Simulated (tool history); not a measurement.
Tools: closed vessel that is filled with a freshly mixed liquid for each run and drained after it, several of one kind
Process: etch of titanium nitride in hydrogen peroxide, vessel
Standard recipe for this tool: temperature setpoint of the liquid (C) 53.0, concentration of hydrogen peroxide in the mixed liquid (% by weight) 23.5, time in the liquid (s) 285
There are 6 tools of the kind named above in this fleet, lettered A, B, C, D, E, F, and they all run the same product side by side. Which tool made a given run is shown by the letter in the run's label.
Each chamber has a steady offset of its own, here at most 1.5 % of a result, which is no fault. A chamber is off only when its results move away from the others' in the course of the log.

run     day  temperature setpoint of the liquid (C)  concentration of hydrogen peroxide in the mixed liquid (% by weight)  time in the liquid (s)  read-back film thickness of the titanium nitride reference wafer, read on the same gauge (nm)  thickness taken off the titanium nitride on a monitor wafer (angstrom)
 1F   0.317                                    53.0                                                                  23.5                     285                                                                                         90.036                                                                  197.37
 2D   0.929                                    53.0                                                                  23.5                     285                                                                                         89.982                                                                  203.12
 3B   1.529                                    53.0                                                                  23.5                     285                                                                                         90.012                                                                  201.25
 4C   1.883                                    53.0                                                                  23.5                     285                                                                                         89.963                                                                  200.74
      2.229  -- chamber F: peroxide flow meter replaced
      2.471  -- chamber B: new drum of peroxide connected
 5E   2.521                                    53.0                                                                  23.5                     285                                                                                         90.017                                                                  201.05
      2.767  -- chamber A: new drum of peroxide connected
 6A   3.121                                    53.0                                                                  23.5                     285                                                                                         89.992                                                                  200.87
 7A   3.675                                    53.0                                                                  23.5                     285                                                                                         90.019                                                                  203.16
 8F   4.292                                    53.0                                                                  23.5                     285                                                                                         90.005                                                                  198.47
 9D   4.608                                    53.0                                                                  23.5                     285                                                                                         90.016                                                                  206.40
10C   4.967                                    53.0                                                                  23.5                     285                                                                                         89.963                                                                  198.77
11E   5.438                                    53.0                                                                  23.5                     285                                                                                         90.027                                                                  200.20
12B   5.996                                    53.0                                                                  23.5                     285                                                                                         89.971                                                                  204.12
13C   6.304                                    53.0                                                                  23.5                     285                                                                                         89.975                                                                  198.84
14A   6.721                                    53.0                                                                  23.5                     285                                                                                         90.043                                                                  200.65
15E   7.204                                    53.0                                                                  23.5                     285                                                                                         89.986                                                                  203.15
      7.458  -- chamber E: thermometer replaced
16B   7.521                                    53.0                                                                  23.5                     285                                                                                         89.973                                                                  209.00
17F   8.008                                    62.5                                                                  23.5                     390                                                                                         90.009                                                                  513.75
18D   8.392                                    62.5                                                                  23.5                     390                                                                                         90.001                                                                  537.73
19F   8.888                                    62.5                                                                  23.5                     390                                                                                         90.023                                                                  515.05
20E   9.279                                    62.5                                                                  23.5                     390                                                                                         89.941                                                                  525.22
21A   9.900                                    62.5                                                                  23.5                     390                                                                                         89.989                                                                  534.71
22C  10.400                                    62.5                                                                  23.5                     390                                                                                         90.002                                                                  518.91
23D  10.792                                    53.0                                                                  23.5                     355                                                                                         90.017                                                                  255.67
     10.871  -- chamber B: peroxide flow meter replaced
24B  11.262                                    53.0                                                                  23.5                     355                                                                                         89.997                                                                  258.38
25B  11.746                                    53.0                                                                  23.5                     355                                                                                         89.990                                                                  262.54
26C  12.308                                    53.0                                                                  23.5                     355                                                                                         89.980                                                                  248.51
27A  12.971                                    53.0                                                                  23.5                     355                                                                                         89.953                                                                  251.88
28E  13.550                                    53.0                                                                  23.5                     355                                                                                         90.012                                                                  249.72
29F  14.100                                    53.0                                                                  23.5                     285                                                                                         90.003                                                                  198.27
     14.167  -- chamber E: new drum of peroxide connected
30D  14.604                                    53.0                                                                  23.5                     285                                                                                         89.979                                                                  203.31
     14.733  -- chamber C: peroxide flow meter replaced
31C  15.133                                    49.5                                                                  23.5                     285                                                                                         89.984                                                                  158.10
32A  15.571                                    49.5                                                                  23.5                     285                                                                                         90.009                                                                  158.01
33B  16.088                                    49.5                                                                  23.5                     285                                                                                         89.995                                                                  166.27
34D  16.562                                    49.5                                                                  23.5                     285                                                                                         90.023                                                                  157.53
35E  16.975                                    49.5                                                                  23.5                     285                                                                                         89.998                                                                  158.34
36F  17.492                                    49.5                                                                  23.5                     285                                                                                         89.953                                                                  154.22
37C  18.138                                    53.0                                                                  23.5                     285                                                                                         90.037                                                                  200.08
38F  18.796                                    53.0                                                                  23.5                     285                                                                                         90.014                                                                  197.43
     18.888  -- chamber E: peroxide flow meter replaced
     19.221  -- chamber D: new drum of peroxide connected
39A  19.396                                    53.0                                                                  23.5                     285                                                                                         89.972                                                                  202.46
40D  19.804                                    45.0                                                                  19.0                     285                                                                                         89.997                                                                  108.99
41E  20.396                                    45.0                                                                  19.0                     285                                                                                         90.055                                                                  106.71
42B  20.933                                    45.0                                                                  19.0                     285                                                                                         89.983                                                                  117.53

Is one chamber off against the others, does the gauge drift, or is nothing wrong? If a chamber is off, say which, and what the likeliest cause is.

Little by little, chamber B moves away from the other chambers.
Most likely cause: liquid hotter than its thermometer reads (K) = 1.2.

Chamber B could run next with any of the 4 candidate recipes listed below; each alters the usual settings, and their results appear as question marks. Which one brings its results back in line with what the other chambers deliver on the usual settings?
Maximum distance from the other chambers' mean on the usual settings for a result to count as in line: thickness taken off the titanium nitride on a monitor wafer (angstrom) 5.30
43B-1  21.408                                    53.0                                                                  23.5                     295                                                                                                                                                                      ?
43B-2  21.408                                    52.5                                                                  23.5                     285                                                                                                                                                                      ?
43B-3  21.408                                    53.0                                                                  23.5                     310                                                                                                                                                                      ?
43B-4  21.408                                    53.0                                                                  23.5                     260                                                                                                                                                                      ?

Mean of the other chambers on the usual settings: thickness taken off the titanium nitride on a monitor wafer (angstrom) 200.96
  run  thickness taken off the titanium nitride on a monitor wafer (angstrom)
43B-1                                                                  226.30
43B-2                                                                  211.20
43B-3                                                                  237.80
43B-4                                                                  199.45
43B-4 brings the chamber back in line.
